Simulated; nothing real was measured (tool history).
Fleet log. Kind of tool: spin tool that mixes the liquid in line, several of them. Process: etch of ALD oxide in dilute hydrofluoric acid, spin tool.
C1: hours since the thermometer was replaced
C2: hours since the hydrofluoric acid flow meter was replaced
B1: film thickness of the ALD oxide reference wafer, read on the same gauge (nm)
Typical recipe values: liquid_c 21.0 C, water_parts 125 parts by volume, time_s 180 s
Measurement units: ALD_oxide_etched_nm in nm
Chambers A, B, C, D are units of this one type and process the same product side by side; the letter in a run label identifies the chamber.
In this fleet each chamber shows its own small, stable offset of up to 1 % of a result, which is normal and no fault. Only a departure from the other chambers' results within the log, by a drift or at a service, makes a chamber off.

run 1C hour=6.9 | liquid_c=21.0 water_parts=125 time_s=180 | C1=126.0 C2=1694.3 | B1=150.02 | ALD_oxide_etched_nm=15.806
run 2B hour=16.4 | liquid_c=21.0 water_parts=125 time_s=180 | C1=812.1 C2=117.5 | B1=149.99 | ALD_oxide_etched_nm=16.004
run 3D hour=23.5 | liquid_c=21.0 water_parts=125 time_s=180 | C1=1099.3 C2=1234.0 | B1=150.02 | ALD_oxide_etched_nm=16.275
run 4A hour=29.4 | liquid_c=21.0 water_parts=125 time_s=180 | C1=1261.3 C2=195.4 | B1=150.00 | ALD_oxide_etched_nm=16.076
run 5D hour=40.9 | liquid_c=21.0 water_parts=125 time_s=180 | C1=1116.7 C2=1251.4 | B1=150.04 | ALD_oxide_etched_nm=16.045
run 6B hour=52.6 | liquid_c=21.0 water_parts=125 time_s=125 | C1=848.3 C2=153.7 | B1=150.01 | ALD_oxide_etched_nm=11.180
run 7C hour=59.1 | liquid_c=21.0 water_parts=125 time_s=125 | C1=178.2 C2=1746.5 | B1=150.03 | ALD_oxide_etched_nm=11.204
run 8A hour=71.8 | liquid_c=21.0 water_parts=125 time_s=125 | C1=1303.7 C2=237.8 | B1=150.04 | ALD_oxide_etched_nm=11.102
run 9C hour=77.8 | liquid_c=21.0 water_parts=125 time_s=125 | C1=196.9 C2=1765.2 | B1=150.02 | ALD_oxide_etched_nm=11.168
run 10A hour=87.7 | liquid_c=21.0 water_parts=125 time_s=180 | C1=1319.6 C2=253.7 | B1=150.01 | ALD_oxide_etched_nm=16.014
run 11D hour=96.4 | liquid_c=21.0 water_parts=160 time_s=265 | C1=1172.2 C2=1306.9 | B1=149.98 | ALD_oxide_etched_nm=18.005
run 12B hour=105.3 | liquid_c=21.0 water_parts=160 time_s=265 | C1=901.0 C2=206.4 | B1=150.02 | ALD_oxide_etched_nm=17.662
run 13A hour=111.8 | liquid_c=21.0 water_parts=160 time_s=265 | C1=1343.7 C2=277.8 | B1=150.03 | ALD_oxide_etched_nm=17.856
run 14B hour=121.0 | liquid_c=21.0 water_parts=160 time_s=265 | C1=916.7 C2=222.1 | B1=150.06 | ALD_oxide_etched_nm=17.680
run 15D hour=134.4 | liquid_c=21.0 water_parts=125 time_s=180 | C1=1210.2 C2=1344.9 | B1=150.00 | ALD_oxide_etched_nm=15.906
run 16C hour=144.4 | liquid_c=21.0 water_parts=125 time_s=180 | C1=263.5 C2=1831.8 | B1=149.99 | ALD_oxide_etched_nm=16.205
run 17A hour=155.6 | liquid_c=21.0 water_parts=125 time_s=180 | C1=1387.5 C2=321.6 | B1=150.01 | ALD_oxide_etched_nm=15.822
run 18C hour=162.6 | liquid_c=23.5 water_parts=155 time_s=180 | C1=281.7 C2=1850.0 | B1=149.93 | ALD_oxide_etched_nm=13.864
run 19D hour=170.4 | liquid_c=23.5 water_parts=155 time_s=180 | C1=1246.2 C2=1380.9 | B1=150.05 | ALD_oxide_etched_nm=13.866
run 20B hour=179.2 | liquid_c=23.5 water_parts=155 time_s=180 | C1=974.9 C2=280.3 | B1=150.00 | ALD_oxide_etched_nm=13.629
run 21D hour=186.9 | liquid_c=23.5 water_parts=155 time_s=180 | C1=1262.7 C2=1397.4 | B1=150.00 | ALD_oxide_etched_nm=13.921
run 22B hour=197.4 | liquid_c=21.0 water_parts=125 time_s=180 | C1=993.1 C2=298.5 | B1=149.98 | ALD_oxide_etched_nm=16.261
run 23C hour=207.5 | liquid_c=21.0 water_parts=125 time_s=180 | C1=326.6 C2=1894.9 | B1=150.03 | ALD_oxide_etched_nm=15.828
run 24A hour=219.0 | liquid_c=21.0 water_parts=125 time_s=180 | C1=1450.9 C2=385.0 | B1=149.99 | ALD_oxide_etched_nm=15.712
run 25B hour=225.6 | liquid_c=21.0 water_parts=125 time_s=180 | C1=1021.3 C2=326.7 | B1=149.98 | ALD_oxide_etched_nm=16.174
run 26A hour=234.3 | liquid_c=21.0 water_parts=125 time_s=180 | C1=1466.2 C2=400.3 | B1=150.03 | ALD_oxide_etched_nm=15.746
run 27D hour=247.0 | liquid_c=26.0 water_parts=70 time_s=180 | C1=1322.8 C2=1457.5 | B1=150.01 | ALD_oxide_etched_nm=36.914
run 28C hour=255.5 | liquid_c=26.0 water_parts=70 time_s=180 | C1=374.6 C2=1942.9 | B1=149.96 | ALD_oxide_etched_nm=37.507
run 29A hour=262.7 | liquid_c=26.0 water_parts=70 time_s=180 | C1=1494.6 C2=428.7 | B1=150.03 | ALD_oxide_etched_nm=36.021
run 30B hour=270.6 | liquid_c=26.0 water_parts=70 time_s=180 | C1=1066.3 C2=371.7 | B1=149.99 | ALD_oxide_etched_nm=37.390
run 31C hour=277.6 | liquid_c=21.0 water_parts=125 time_s=180 | C1=396.7 C2=1965.0 | B1=150.04 | ALD_oxide_etched_nm=15.828
run 32D hour=286.5 | liquid_c=21.0 water_parts=125 time_s=180 | C1=1362.3 C2=1497.0 | B1=150.02 | ALD_oxide_etched_nm=16.086
run 33A hour=293.3 | liquid_c=21.0 water_parts=125 time_s=180 | C1=1525.2 C2=459.3 | B1=150.03 | ALD_oxide_etched_nm=15.471
run 34B hour=301.5 | liquid_c=21.0 water_parts=125 time_s=180 | C1=1097.2 C2=402.6 | B1=150.00 | ALD_oxide_etched_nm=15.928
run 35C hour=312.7 | liquid_c=21.0 water_parts=125 time_s=180 | C1=431.8 C2=2000.1 | B1=149.98 | ALD_oxide_etched_nm=15.950
run 36D hour=323.4 | liquid_c=21.0 water_parts=125 time_s=180 | C1=1399.2 C2=1533.9 | B1=150.05 | ALD_oxide_etched_nm=16.009
run 37A hour=331.9 | liquid_c=21.0 water_parts=125 time_s=180 | C1=1563.8 C2=497.9 | B1=150.02 | ALD_oxide_etched_nm=15.421
run 38C hour=344.8 | liquid_c=21.0 water_parts=125 time_s=145 | C1=463.9 C2=2032.2 | B1=149.97 | ALD_oxide_etched_nm=12.940
run 39D hour=358.3 | liquid_c=21.0 water_parts=125 time_s=145 | C1=1434.1 C2=1568.8 | B1=149.97 | ALD_oxide_etched_nm=12.985
-- hour=365.1 chamber D: hydrofluoric acid flow meter replaced
run 40B hour=370.2 | liquid_c=21.0 water_parts=125 time_s=145 | C1=1165.9 C2=471.3 | B1=150.00 | ALD_oxide_etched_nm=13.115
run 41B hour=378.9 | liquid_c=21.0 water_parts=125 time_s=145 | C1=1174.6 C2=480.0 | B1=150.01 | ALD_oxide_etched_nm=12.956
run 42D hour=386.7 | liquid_c=21.0 water_parts=125 time_s=180 | C1=1462.5 C2=21.7 | B1=150.04 | ALD_oxide_etched_nm=16.235

Which is it: a chamber that has drifted or been left off by a service, a gauge drift common to all chambers, or only each chamber's usual small offset? If a chamber is off, name it and its likeliest cause.

One chamber, A, drifts off from the rest bit by bit.
Most likely cause: liquid colder than its thermometer reads (K) = 1.35.
With only this log, it may be confused with: hydrofluoric acid flow below the setpoint (%).

Below are 4 candidate recipes for chamber A's next run, each the usual settings with a change, their results shown as question marks. Which of them brings A's results back in line with what the other chambers give on the usual settings?
Counts as in line when no further than this from what the other chambers average on the usual settings: ALD_oxide_etched_nm 0.390 nm
run 43A-1 hour=396.5 | liquid_c=21.0 water_parts=120 time_s=180 | ALD_oxide_etched_nm=?
run 43A-2 hour=396.5 | liquid_c=20.5 water_parts=125 time_s=180 | ALD_oxide_etched_nm=?
run 43A-3 hour=396.5 | liquid_c=19.5 water_parts=125 time_s=180 | ALD_oxide_etched_nm=?
run 43A-4 hour=396.5 | liquid_c=21.5 water_parts=125 time_s=180 | ALD_oxide_etched_nm=?

On the usual settings, the other chambers give on average: ALD_oxide_etched_nm 16.047 nm
run=43A-1 ALD_oxide_etched_nm=15.926
run=43A-2 ALD_oxide_etched_nm=14.917
run=43A-3 ALD_oxide_etched_nm=14.325
run=43A-4 ALD_oxide_etched_nm=15.522
The right change is 43A-1: it brings the chamber back within the allowed miss of the others.

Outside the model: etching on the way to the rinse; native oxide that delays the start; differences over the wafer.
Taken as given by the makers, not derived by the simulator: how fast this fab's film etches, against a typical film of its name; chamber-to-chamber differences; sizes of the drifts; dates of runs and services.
